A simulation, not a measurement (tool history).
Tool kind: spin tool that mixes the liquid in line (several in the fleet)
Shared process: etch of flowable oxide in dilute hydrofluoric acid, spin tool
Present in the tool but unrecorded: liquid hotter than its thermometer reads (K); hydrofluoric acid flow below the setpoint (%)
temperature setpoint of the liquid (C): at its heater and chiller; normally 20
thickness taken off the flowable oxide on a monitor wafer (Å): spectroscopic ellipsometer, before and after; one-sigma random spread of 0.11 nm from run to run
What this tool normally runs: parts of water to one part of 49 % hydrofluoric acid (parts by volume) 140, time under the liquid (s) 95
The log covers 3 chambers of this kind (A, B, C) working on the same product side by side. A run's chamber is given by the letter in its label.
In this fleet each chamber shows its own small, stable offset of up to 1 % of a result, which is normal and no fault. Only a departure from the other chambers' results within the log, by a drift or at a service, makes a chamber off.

run   hour  temperature setpoint of the liquid (C)  parts of water to one part of 49 % hydrofluoric acid (parts by volume)  time under the liquid (s)  hours since the thermometer was replaced  hours since the hydrofluoric acid flow meter was replaced  read-back film thickness of the flowable oxide reference wafer, read on the same gauge (nm)  thickness taken off the flowable oxide on a monitor wafer (Å)
 1A    5.9                                      20                                                                     140                         95                                     956.3                                                     1264.6                                                                                          130                                                         184.68
 2B   11.3                                      20                                                                     140                         95                                     301.2                                                      570.8                                                                                       130.01                                                         183.27
 3C   15.3                                      20                                                                     140                         95                                     852.3                                                      183.5                                                                                       129.98                                                          183.3
 4A   18.6                                      20                                                                     140                         95                                       969                                                     1277.3                                                                                       129.99                                                         181.64
 5B   24.2                                      20                                                                     140                         95                                     314.1                                                      583.7                                                                                       130.01                                                         180.05
 6C   28.6                                      20                                                                     140                         95                                     865.6                                                      196.8                                                                                       130.01                                                         183.84
 7A   33.4                                    23.5                                                                     140                         95                                     983.8                                                     1292.1                                                                                       130.01                                                         207.77
 8C   40.6                                    23.5                                                                     140                         95                                     877.6                                                      208.8                                                                                       129.99                                                         211.33
 9B   47.9                                    23.5                                                                     140                         95                                     337.8                                                      607.4                                                                                       129.99                                                         209.91
10B   53.7                                      20                                                                     140                         55                                     343.6                                                      613.2                                                                                          130                                                         106.48
11C   57.3                                      20                                                                     140                         55                                     894.3                                                      225.5                                                                                       130.02                                                         106.73
12A   60.7                                      20                                                                     140                         55                                    1011.1                                                     1319.4                                                                                       130.03                                                          106.2
13C   64.3                                      20                                                                     140                         95                                     901.3                                                      232.5                                                                                       130.02                                                         183.93
14A   70.1                                      20                                                                      85                        115                                    1020.5                                                     1328.8                                                                                       130.03                                                         387.37
15B   73.4                                      20                                                                      85                        115                                     363.3                                                      632.9                                                                                       129.99                                                         383.75
16A   80.4                                      20                                                                      85                        115                                    1030.8                                                     1339.1                                                                                       129.99                                                         382.57
17B   86.5                                      20                                                                     140                         95                                     376.4                                                        646                                                                                       129.99                                                         181.68
18C   91.3                                      20                                                                     140                         95                                     928.3                                                      259.5                                                                                          130                                                          182.8
19B   98.2                                      20                                                                     140                         95                                     388.1                                                      657.7                                                                                          130                                                         181.87
20C  101.7                                      20                                                                     140                         95                                     938.7                                                      269.9                                                                                       130.01                                                          184.6
21A    108                                      20                                                                     140                         95                                    1058.4                                                     1366.7                                                                                       130.01                                                         180.71
22A  112.7                                      20                                                                     140                         95                                    1063.1                                                     1371.4                                                                                          130                                                         183.89
23C  116.1                                      20                                                                     140                         95                                     953.1                                                      284.3                                                                                       130.01                                                          182.7

Is one chamber out of step, is the gauge drifting, or do the chambers differ by no more than their own small offsets? For an off chamber, give its letter and the likeliest cause.

No chamber stands off beyond its own small offset, and the gauge holds steady.
